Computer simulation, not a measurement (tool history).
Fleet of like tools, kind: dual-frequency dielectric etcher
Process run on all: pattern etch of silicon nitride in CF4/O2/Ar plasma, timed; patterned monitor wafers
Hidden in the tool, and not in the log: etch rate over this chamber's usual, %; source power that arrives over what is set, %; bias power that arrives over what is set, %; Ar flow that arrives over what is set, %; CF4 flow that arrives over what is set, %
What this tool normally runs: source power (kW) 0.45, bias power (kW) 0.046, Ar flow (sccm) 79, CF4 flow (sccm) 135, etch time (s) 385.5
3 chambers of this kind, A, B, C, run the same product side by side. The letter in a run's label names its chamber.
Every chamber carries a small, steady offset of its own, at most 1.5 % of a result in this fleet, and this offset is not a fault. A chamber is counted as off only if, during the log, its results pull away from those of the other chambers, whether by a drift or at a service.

run   hour  source power (kW)  bias power (kW)  Ar flow (sccm)  CF4 flow (sccm)  etch time (s)  hours since the last wet clean  hours since the last source power generator calibration  hours since the last bias power generator calibration  hours since the last Ar flow controller change  hours since the last CF4 flow controller change  read-back reference wafer on the same gauge, depth_nm  mean etch depth across the wafer (angstrom)
 1C    5.7               0.45            0.046              79              135          385.5                           266.4                                                   3058.6                                                  599.2                                           874.9                                           2158.8                                                 621.04                                         6864
 2B      9               0.45            0.046              79              135          385.5                           481.7                                                   3049.4                                                 2524.5                                          2338.7                                           1278.4                                                 621.01                                       6789.8
 3A   14.1               0.45            0.046              79              135          385.5                           346.6                                                   1207.1                                                  928.5                                           847.7                                           5544.2                                                 621.38                                         6861
 4A   18.8               0.45            0.046              79              135          385.5                           351.3                                                   1211.8                                                  933.2                                           852.4                                           5548.9                                                 621.73                                       6840.3
 5C   23.5               0.45            0.046              79              135          385.5                           284.2                                                   3076.4                                                    617                                           892.7                                           2176.6                                                 621.71                                       6850.4
 6B   28.4               0.45            0.046              79              135          385.5                           501.1                                                   3068.8                                                 2543.9                                          2358.1                                           1297.8                                                 621.85                                       6774.4
 7B   33.7               0.45            0.046              79              135          385.5                           506.4                                                   3074.1                                                 2549.2                                          2363.4                                           1303.1                                                 621.84                                       6806.4
 8C   39.6               0.45            0.046              79              135          385.5                           300.3                                                   3092.5                                                  633.1                                           908.8                                           2192.7                                                 622.46                                       6849.6
 9A   44.6               0.39            0.046              79              152          385.5                           377.1                                                   1237.6                                                    959                                           878.2                                           5574.7                                                 622.36                                       6120.7
10B   47.9               0.39            0.046              79              152          385.5                           520.6                                                   3088.3                                                 2563.4                                          2377.6                                           1317.3                                                 622.53                                       6083.3
11C   52.8               0.39            0.046              79              152          385.5                           313.5                                                   3105.7                                                  646.3                                             922                                           2205.9                                                 622.64                                         6133
12A   58.5               0.45            0.046              79              135          385.5                             391                                                   1251.5                                                  972.9                                           892.1                                           5588.6                                                 622.97                                       6854.4
13A   62.7               0.45            0.046              79              135          385.5                           395.2                                                   1255.7                                                  977.1                                           896.3                                           5592.8                                                 623.05                                         6857
14B     68               0.45            0.046              79              135          385.5                           540.7                                                   3108.4                                                 2583.5                                          2397.7                                           1337.4                                                 623.14                                         6811
15C   73.5               0.45            0.046              79              135          385.5                           334.2                                                   3126.4                                                    667                                           942.7                                           2226.6                                                 623.23                                       6891.3
16B   77.7               0.45            0.046              79              135          385.5                           550.4                                                   3118.1                                                 2593.2                                          2407.4                                           1347.1                                                 623.49                                       6804.5
17A   83.3               0.51            0.046              79              154          385.5                           415.8                                                   1276.3                                                  997.7                                           916.9                                           5613.4                                                 623.65                                       7753.4
18C   86.5               0.51            0.046              79              154          385.5                           347.2                                                   3139.4                                                    680                                           955.7                                           2239.6                                                 623.86                                       7778.1
19B   90.9               0.51            0.046              79              154          385.5                           563.6                                                   3131.3                                                 2606.4                                          2420.6                                           1360.3                                                 623.81                                       7710.8
20A   95.1               0.45            0.046              79              135          385.5                           427.6                                                   1288.1                                                 1009.5                                           928.7                                           5625.2                                                 623.94                                       6885.6
21C  100.6               0.35            0.046              79              135          385.5                           361.3                                                   3153.5                                                  694.1                                           969.8                                           2253.7                                                 624.08                                       5534.3
22A  104.8               0.35            0.046              79              135          385.5                           437.3                                                   1297.8                                                 1019.2                                           938.4                                           5634.9                                                 624.19                                       5539.1
23B  111.1               0.35            0.046              79              135          385.5                           583.8                                                   3151.5                                                 2626.6                                          2440.8                                           1380.5                                                  624.4                                       5501.2
24C  114.2               0.45            0.046              79              135          385.5                           374.9                                                   3167.1                                                  707.7                                           983.4                                           2267.3                                                 624.38                                       6896.8
25B  120.4               0.45            0.046              79              168          385.5                           593.1                                                   3160.8                                                 2635.9                                          2450.1                                           1389.8                                                    625                                       6979.9

Decide between three cases: one chamber stands off from its peers, the gauge reading all wafers drifts, or nothing is wrong past each chamber's small offset. Where a chamber is off, say which and what most likely put it there.

Gauge drift. The chambers move together only on paper, and none stands off.
What lies behind it: gauge reads high (%) = 0.636.

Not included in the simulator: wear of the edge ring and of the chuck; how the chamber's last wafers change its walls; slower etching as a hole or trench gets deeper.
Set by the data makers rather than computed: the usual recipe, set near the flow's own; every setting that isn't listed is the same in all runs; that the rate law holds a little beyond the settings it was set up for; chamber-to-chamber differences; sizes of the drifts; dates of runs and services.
